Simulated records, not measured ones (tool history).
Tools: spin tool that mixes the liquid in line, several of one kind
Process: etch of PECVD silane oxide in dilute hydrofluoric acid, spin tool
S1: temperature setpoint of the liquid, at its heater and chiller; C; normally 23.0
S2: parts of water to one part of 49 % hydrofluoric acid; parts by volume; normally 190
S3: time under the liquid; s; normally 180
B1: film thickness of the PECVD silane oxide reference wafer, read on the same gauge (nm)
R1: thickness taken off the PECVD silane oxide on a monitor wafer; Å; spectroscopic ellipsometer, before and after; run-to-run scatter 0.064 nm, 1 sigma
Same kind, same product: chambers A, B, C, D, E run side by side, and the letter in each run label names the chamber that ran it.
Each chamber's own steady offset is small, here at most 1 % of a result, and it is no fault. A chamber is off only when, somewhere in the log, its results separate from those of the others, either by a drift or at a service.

run 1A hour=2.4 | S1=23.0 S2=190 S3=180 | B1=29.974 | R1=123.510
run 2C hour=7.3 | S1=23.0 S2=190 S3=180 | B1=29.986 | R1=125.950
run 3D hour=12.3 | S1=23.0 S2=190 S3=180 | B1=29.955 | R1=123.480
run 4B hour=17.5 | S1=23.0 S2=190 S3=180 | B1=29.977 | R1=125.550
run 5E hour=22.4 | S1=23.0 S2=190 S3=180 | B1=30.000 | R1=123.690
run 6A hour=25.1 | S1=23.0 S2=190 S3=180 | B1=30.000 | R1=123.230
run 7C hour=28.0 | S1=23.0 S2=190 S3=180 | B1=30.004 | R1=126.850
run 8B hour=32.1 | S1=19.5 S2=190 S3=265 | B1=30.047 | R1=162.080
run 9D hour=37.3 | S1=19.5 S2=190 S3=265 | B1=30.050 | R1=159.220
run 10E hour=41.9 | S1=19.5 S2=190 S3=265 | B1=29.973 | R1=161.480
run 11C hour=44.9 | S1=19.5 S2=190 S3=265 | B1=29.985 | R1=162.020
run 12D hour=49.7 | S1=19.5 S2=190 S3=265 | B1=29.970 | R1=159.470
run 13B hour=52.2 | S1=23.0 S2=190 S3=180 | B1=29.977 | R1=125.410
run 14E hour=56.5 | S1=23.0 S2=190 S3=180 | B1=30.014 | R1=123.920
run 15A hour=61.8 | S1=23.0 S2=190 S3=180 | B1=29.986 | R1=123.800
run 16D hour=66.1 | S1=23.0 S2=190 S3=180 | B1=30.013 | R1=124.070
run 17E hour=69.8 | S1=23.0 S2=190 S3=180 | B1=29.991 | R1=124.430
run 18A hour=72.5 | S1=23.0 S2=190 S3=180 | B1=30.014 | R1=122.900
run 19B hour=74.9 | S1=23.0 S2=190 S3=180 | B1=29.983 | R1=125.390
run 20C hour=78.4 | S1=23.0 S2=190 S3=180 | B1=30.013 | R1=125.390
run 21E hour=81.1 | S1=23.0 S2=190 S3=280 | B1=30.037 | R1=193.670
run 22B hour=84.6 | S1=23.0 S2=190 S3=280 | B1=30.033 | R1=194.870
run 23C hour=88.3 | S1=23.0 S2=190 S3=280 | B1=30.011 | R1=196.030
run 24D hour=93.6 | S1=23.0 S2=190 S3=280 | B1=30.047 | R1=193.030
run 25A hour=96.8 | S1=23.0 S2=190 S3=280 | B1=30.006 | R1=192.290
run 26E hour=100.3 | S1=23.0 S2=190 S3=180 | B1=30.002 | R1=125.060
run 27A hour=105.4 | S1=23.0 S2=110 S3=180 | B1=29.974 | R1=232.990
run 28B hour=108.9 | S1=23.0 S2=110 S3=180 | B1=29.982 | R1=234.420
run 29C hour=112.3 | S1=23.0 S2=110 S3=180 | B1=29.997 | R1=236.920
run 30D hour=115.2 | S1=23.0 S2=110 S3=180 | B1=30.015 | R1=236.190

For the next run the whole fleet of 5 chambers uses the same settings. Give each chamber's results:
run 31A hour=119.1 | S1=23.0 S2=190 S3=110 | R1=?
run 31B hour=119.1 | S1=23.0 S2=190 S3=110 | R1=?
run 31C hour=119.1 | S1=23.0 S2=190 S3=110 | R1=?
run 31D hour=119.1 | S1=23.0 S2=190 S3=110 | R1=?
run 31E hour=119.1 | S1=23.0 S2=190 S3=110 | R1=?

run=31A R1=75.733
run=31B R1=76.501
run=31C R1=77.274
run=31D R1=75.861
run=31E R1=76.592
